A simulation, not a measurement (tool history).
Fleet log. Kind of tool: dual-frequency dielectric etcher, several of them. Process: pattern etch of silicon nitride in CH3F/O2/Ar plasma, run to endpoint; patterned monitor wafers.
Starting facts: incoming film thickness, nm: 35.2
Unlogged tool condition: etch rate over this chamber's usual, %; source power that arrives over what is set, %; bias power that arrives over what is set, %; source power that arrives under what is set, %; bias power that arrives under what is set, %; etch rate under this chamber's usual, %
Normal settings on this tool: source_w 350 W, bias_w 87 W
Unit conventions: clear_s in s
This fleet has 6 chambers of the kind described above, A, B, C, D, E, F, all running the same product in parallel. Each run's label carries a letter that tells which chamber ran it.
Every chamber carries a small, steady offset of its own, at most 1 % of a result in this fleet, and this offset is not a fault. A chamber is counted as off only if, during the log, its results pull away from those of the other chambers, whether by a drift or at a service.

run   hour  source_w  bias_w  hours since the last wet clean  hours since the last source power generator calibration  hours since the last bias power generator calibration  clear_s
 1C    4.9       350      87                           296.5                                                    413.9                                                 1199.5   50.302
 2E    7.8       350      87                            80.0                                                   3127.6                                                 2020.1   49.782
 3F   11.8       350      87                           476.8                                                   1187.6                                                 2356.9   50.039
 4B   16.9       350      87                           180.2                                                   3314.5                                                 1362.7   50.061
 5D   20.1       350      87                           138.1                                                   4628.8                                                 2821.0   49.768
 6A   25.5       270      87                            45.0                                                   1371.7                                                 2679.3   54.735
 7F   30.0       270      87                           495.0                                                   1205.8                                                 2375.1   55.046
 8D   33.0       270      87                           151.0                                                   4641.7                                                 2833.9   55.352
 9E   37.1       270      87                           109.3                                                   3156.9                                                 2049.4   54.909
10A   40.3       270      87                            59.8                                                   1386.5                                                 2694.1   55.016
11B   44.0       270      87                           207.3                                                   3341.6                                                 1389.8   54.614
12C   46.9       350      87                           338.5                                                    455.9                                                 1241.5   50.019
13F   49.3       350      87                           514.3                                                   1225.1                                                 2394.4   49.934
14D   54.3       350      87                           172.3                                                   4663.0                                                 2855.2   50.632
15A   59.6       350      70                            79.1                                                   1405.8                                                 2713.4   53.663
      64.2  -- chamber F: wet clean of the chamber
16C   64.8       350      70                           356.4                                                    473.8                                                 1259.4   53.767
17E   69.0       350      70                           141.2                                                   3188.8                                                 2081.3   53.726
18B   73.2       350      70                           236.5                                                   3370.8                                                 1419.0   53.178
19B   76.9       350      70                           240.2                                                   3374.5                                                 1422.7   53.775
20A   79.3       350      70                            98.8                                                   1425.5                                                 2733.1   53.714
21C   84.4       350      87                           376.0                                                    493.4                                                 1279.0   49.049
22D   87.5       350      87                           205.5                                                   4696.2                                                 2888.4   50.132
23F   90.6       350      87                            26.5                                                   1266.4                                                 2435.7   50.109
24E   95.8       410      87                           168.0                                                   3215.6                                                 2108.1   46.809
25A  101.2       410      87                           120.7                                                   1447.4                                                 2755.0   46.836
26B  104.6       410      87                           267.9                                                   3402.2                                                 1450.4   46.957
27F  108.2       410      87                            44.1                                                   1284.0                                                 2453.3   47.027
28E  110.9       410      87                           183.1                                                   3230.7                                                 2123.2   47.157
29D  113.8       410      87                           231.8                                                   4722.5                                                 2914.7   47.603
     116.7  -- chamber D: source power generator calibrated
30C  117.3       350      71                           408.9                                                    526.3                                                 1311.9   51.905
31C  121.9       350      71                           413.5                                                    530.9                                                 1316.5   51.914
32F  124.7       350      71                            60.6                                                   1300.5                                                 2469.8   54.026
33A  127.6       350      71                           147.1                                                   1473.8                                                 2781.4   53.054
34B  132.6       350      71                           295.9                                                   3430.2                                                 1478.4   53.034
35D  137.3       350      71                           255.3                                                     20.7                                                 2938.2   53.919
36E  141.3       350      87                           213.5                                                   3261.1                                                 2153.6   50.008
37B  144.0       350      87                           307.3                                                   3441.6                                                 1489.8   49.730
38D  146.3       350      87                           264.3                                                     29.7                                                 2947.2   50.046
39F  150.6       350      87                            86.5                                                   1326.4                                                 2495.7   50.070
40E  153.7       350      87                           225.9                                                   3273.5                                                 2166.0   50.254

Decide between three cases: one chamber stands off from its peers, the gauge reading all wafers drifts, or nothing is wrong past each chamber's small offset. Where a chamber is off, say which and what most likely put it there.

One chamber, C, drifts off from the rest bit by bit.
Cause: etch rate over this chamber's usual, % = 5.3.

Here are 4 candidates for chamber C's next run, each the usual settings with a change, their results left as question marks. Which one brings its results back in line with what the others give on the usual settings?
Counts as in line when no further than this from what the other chambers average on the usual settings: clear_s 0.690 s
41C-1  157.6       330      82                                                                                                                                                        ?
41C-2  157.6       420      87                                                                                                                                                        ?
41C-3  157.6       370      92                                                                                                                                                        ?
41C-4  157.6       320      79                                                                                                                                                        ?

Other chambers, usual settings, mean: clear_s 49.909 s
  run  clear_s
41C-1   49.946
41C-2   44.720
41C-3   45.958
41C-4   51.185
The right change is 41C-1: it brings the chamber back within the allowed miss of the others.
